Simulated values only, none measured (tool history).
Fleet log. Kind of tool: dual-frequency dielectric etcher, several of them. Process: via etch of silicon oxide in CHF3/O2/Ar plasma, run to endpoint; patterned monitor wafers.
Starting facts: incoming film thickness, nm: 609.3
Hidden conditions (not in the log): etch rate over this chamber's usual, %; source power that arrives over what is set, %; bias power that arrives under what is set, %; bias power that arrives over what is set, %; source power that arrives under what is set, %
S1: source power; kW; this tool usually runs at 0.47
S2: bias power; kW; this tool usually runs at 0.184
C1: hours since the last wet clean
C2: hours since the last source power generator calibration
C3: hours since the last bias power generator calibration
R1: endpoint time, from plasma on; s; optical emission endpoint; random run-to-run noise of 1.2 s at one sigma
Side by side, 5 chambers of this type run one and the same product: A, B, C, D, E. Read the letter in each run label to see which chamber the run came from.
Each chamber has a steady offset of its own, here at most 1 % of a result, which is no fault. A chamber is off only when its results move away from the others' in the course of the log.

| run | hour | S1 | S2 | C1 | C2 | C3 | R1 |
|---|---|---|---|---|---|---|---|
| 1B | 4.1 | 0.47 | 0.184 | 295.3 | 1466.3 | 1605.6 | 334.37 |
| 2C | 7.9 | 0.47 | 0.184 | 514.9 | 2704.4 | 2296.6 | 337.31 |
| 3A | 11.7 | 0.47 | 0.184 | 224.3 | 2229.1 | 1647.4 | 338 |
| 4E | 16.3 | 0.47 | 0.184 | 218.1 | 110 | 1769 | 334.04 |
|  | 17.4 | chamber C: wet clean of the chamber |
| 5D | 22.7 | 0.47 | 0.184 | 215.8 | 2871.4 | 275.6 | 332.27 |
| 6E | 29.3 | 0.47 | 0.184 | 231.1 | 123 | 1782 | 337.35 |
| 7A | 34.3 | 0.47 | 0.184 | 246.9 | 2251.7 | 1670 | 336.13 |
| 8C | 39.3 | 0.47 | 0.184 | 22 | 2735.8 | 2328 | 336.9 |
| 9B | 43.1 | 0.55 | 0.164 | 334.3 | 1505.3 | 1644.6 | 323.91 |
| 10D | 50.3 | 0.55 | 0.164 | 243.4 | 2899 | 303.2 | 324.54 |
| 11E | 56.6 | 0.55 | 0.164 | 258.4 | 150.3 | 1809.3 | 327.79 |
| 12C | 60.4 | 0.55 | 0.164 | 43.1 | 2756.9 | 2349.1 | 330.57 |
| 13A | 66.2 | 0.55 | 0.164 | 278.8 | 2283.6 | 1701.9 | 329.88 |
| 14D | 71.6 | 0.47 | 0.184 | 264.7 | 2920.3 | 324.5 | 334.4 |
| 15B | 79.1 | 0.47 | 0.184 | 370.3 | 1541.3 | 1680.6 | 333.36 |
| 16D | 83.1 | 0.47 | 0.184 | 276.2 | 2931.8 | 336 | 331.44 |
| 17A | 87 | 0.47 | 0.184 | 299.6 | 2304.4 | 1722.7 | 338 |
| 18E | 93.3 | 0.47 | 0.158 | 295.1 | 187 | 1846 | 353.83 |
| 19B | 99.5 | 0.47 | 0.158 | 390.7 | 1561.7 | 1701 | 351.8 |
| 20C | 106.5 | 0.47 | 0.158 | 89.2 | 2803 | 2395.2 | 355.66 |
| 21E | 113.8 | 0.47 | 0.158 | 315.6 | 207.5 | 1866.5 | 354.75 |
| 22C | 120 | 0.47 | 0.158 | 102.7 | 2816.5 | 2408.7 | 353.42 |
| 23A | 126.6 | 0.47 | 0.184 | 339.2 | 2344 | 1762.3 | 339.5 |
| 24B | 133.2 | 0.47 | 0.184 | 424.4 | 1595.4 | 1734.7 | 333.66 |
| 25D | 138.1 | 0.47 | 0.184 | 331.2 | 2986.8 | 391 | 330.78 |
| 26D | 144.5 | 0.41 | 0.146 | 337.6 | 2993.2 | 397.4 | 379.32 |
| 27A | 151.6 | 0.41 | 0.146 | 364.2 | 2369 | 1787.3 | 385.6 |
| 28C | 158.5 | 0.41 | 0.146 | 141.2 | 2855 | 2447.2 | 382.25 |
| 29E | 163.5 | 0.41 | 0.146 | 365.3 | 257.2 | 1916.2 | 379.83 |
| 30B | 168.5 | 0.41 | 0.146 | 459.7 | 1630.7 | 1770 | 380.21 |
| 31A | 172.7 | 0.47 | 0.184 | 385.3 | 2390.1 | 1808.4 | 336.78 |
| 32B | 176.6 | 0.47 | 0.184 | 467.8 | 1638.8 | 1778.1 | 331.6 |
| 33E | 180.9 | 0.47 | 0.184 | 382.7 | 274.6 | 1933.6 | 335.51 |
| 34D | 185.6 | 0.47 | 0.184 | 378.7 | 3034.3 | 438.5 | 333.97 |
| 35C | 192.4 | 0.47 | 0.184 | 175.1 | 2888.9 | 2481.1 | 336.74 |

Does one chamber stand apart from the rest, does the shared gauge drift, or is all well apart from small per-chamber offsets? Give the chamber and the most likely cause, where there is one.

No chamber is off and the gauge is stable; the differences are just each chamber's small, constant offset.
